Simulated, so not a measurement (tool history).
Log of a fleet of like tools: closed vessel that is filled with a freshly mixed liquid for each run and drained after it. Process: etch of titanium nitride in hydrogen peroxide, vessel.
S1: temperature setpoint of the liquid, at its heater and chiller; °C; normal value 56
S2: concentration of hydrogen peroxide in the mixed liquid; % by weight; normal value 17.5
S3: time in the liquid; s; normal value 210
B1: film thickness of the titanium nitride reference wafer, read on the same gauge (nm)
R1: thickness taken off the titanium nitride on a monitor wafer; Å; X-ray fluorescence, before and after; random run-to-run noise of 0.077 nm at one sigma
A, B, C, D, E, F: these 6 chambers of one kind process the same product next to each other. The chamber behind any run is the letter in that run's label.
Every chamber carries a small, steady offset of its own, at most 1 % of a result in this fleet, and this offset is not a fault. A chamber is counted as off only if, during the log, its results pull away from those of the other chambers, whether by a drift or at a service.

run    day  S1    S2   S3      B1      R1
 1E  0.275  56  17.5  210  70.022  117.43
 2A  0.583  56  17.5  210  69.993  115.72
 3C  0.771  56  17.5  210  70.012  115.89
 4D  1.096  56  17.5  210  70.003  116.98
 5B  1.358  56  17.5  210  70.016  118.08
 6F  1.621  56  17.5  210  70.009  115.73
 7F  1.917  56  17.5  210  69.987  114.62
 8B  2.083  60  17.5  155  70.012  114.01
 9C  2.362  60  17.5  155  70.008  112.45
10D  2.612  60  17.5  155  69.994  114.21
     2.738  -- chamber F: thermometer replaced
11E  2.854  60  17.5  155  69.995  112.56
12A  3.062  60  17.5  155  70.015  111.60
13A  3.225  60  17.5  155  70.012  111.14
14B  3.542  56  17.5  210  70.029  117.29
15E  3.800  56  17.5  210  69.994  115.99
16F  4.004  56  17.5  210  70.013  116.48
17C  4.158  56  17.5  210  70.018  114.77
18D  4.338  59  17.5  155  69.992  105.78
19B  4.508  59  17.5  155  69.994  106.87
20C  4.788  59  17.5  155  70.018  104.82
21D  5.112  59  17.5  155  70.029  105.99
22A  5.271  59  17.5  155  69.989  104.93
23E  5.533  59  17.5  155  69.987  102.96
24F  5.683  64  20.0  210  69.990  203.68
25B  5.975  64  20.0  210  69.979  210.19
26E  6.204  64  20.0  210  69.994  196.82
27A  6.471  64  20.0  210  69.980  203.17
28C  6.800  64  20.0  210  70.018  206.24
     6.950  -- chamber B: peroxide flow meter replaced
29D  7.096  64  20.0  210  69.990  206.03
30F  7.279  56  17.5  210  70.014  115.64
31B  7.496  56  17.5  210  69.989  115.95
32F  7.671  56  20.5  210  69.980  119.99
33D  7.975  56  20.5  210  69.997  122.68
34C  8.150  56  20.5  210  69.998  120.45
35A  8.317  56  20.5  210  70.007  118.67
36E  8.517  56  20.5  210  70.005  113.02

What goes on in this fleet: one chamber off, a drifting gauge, or nothing beyond the chambers' own small offsets? Name the chamber and the cause, if any.

Little by little, chamber E moves away from the other chambers.
Cause: liquid colder than its thermometer reads (K) = 0.841.

Chamber E could run next with any of the 4 candidate recipes listed below; each alters the usual settings, and their results appear as question marks. Which one brings its results back in line with what the other chambers deliver on the usual settings?
Counts as in line when no further than this from what the other chambers average on the usual settings: R1 2.70 Å
37E-1  8.754  55.5  17.5  205       ?
37E-2  8.754  56.0  17.5  215       ?
37E-3  8.754  56.0  17.5  225       ?
37E-4  8.754  56.0  17.5  205       ?

The mean the other chambers reach with the usual settings: R1 116.25 Å
  run      R1
37E-1  103.02
37E-2  111.90
37E-3  117.10
37E-4  106.69
Change 37E-3 lands the chamber within the allowed miss of the other chambers.
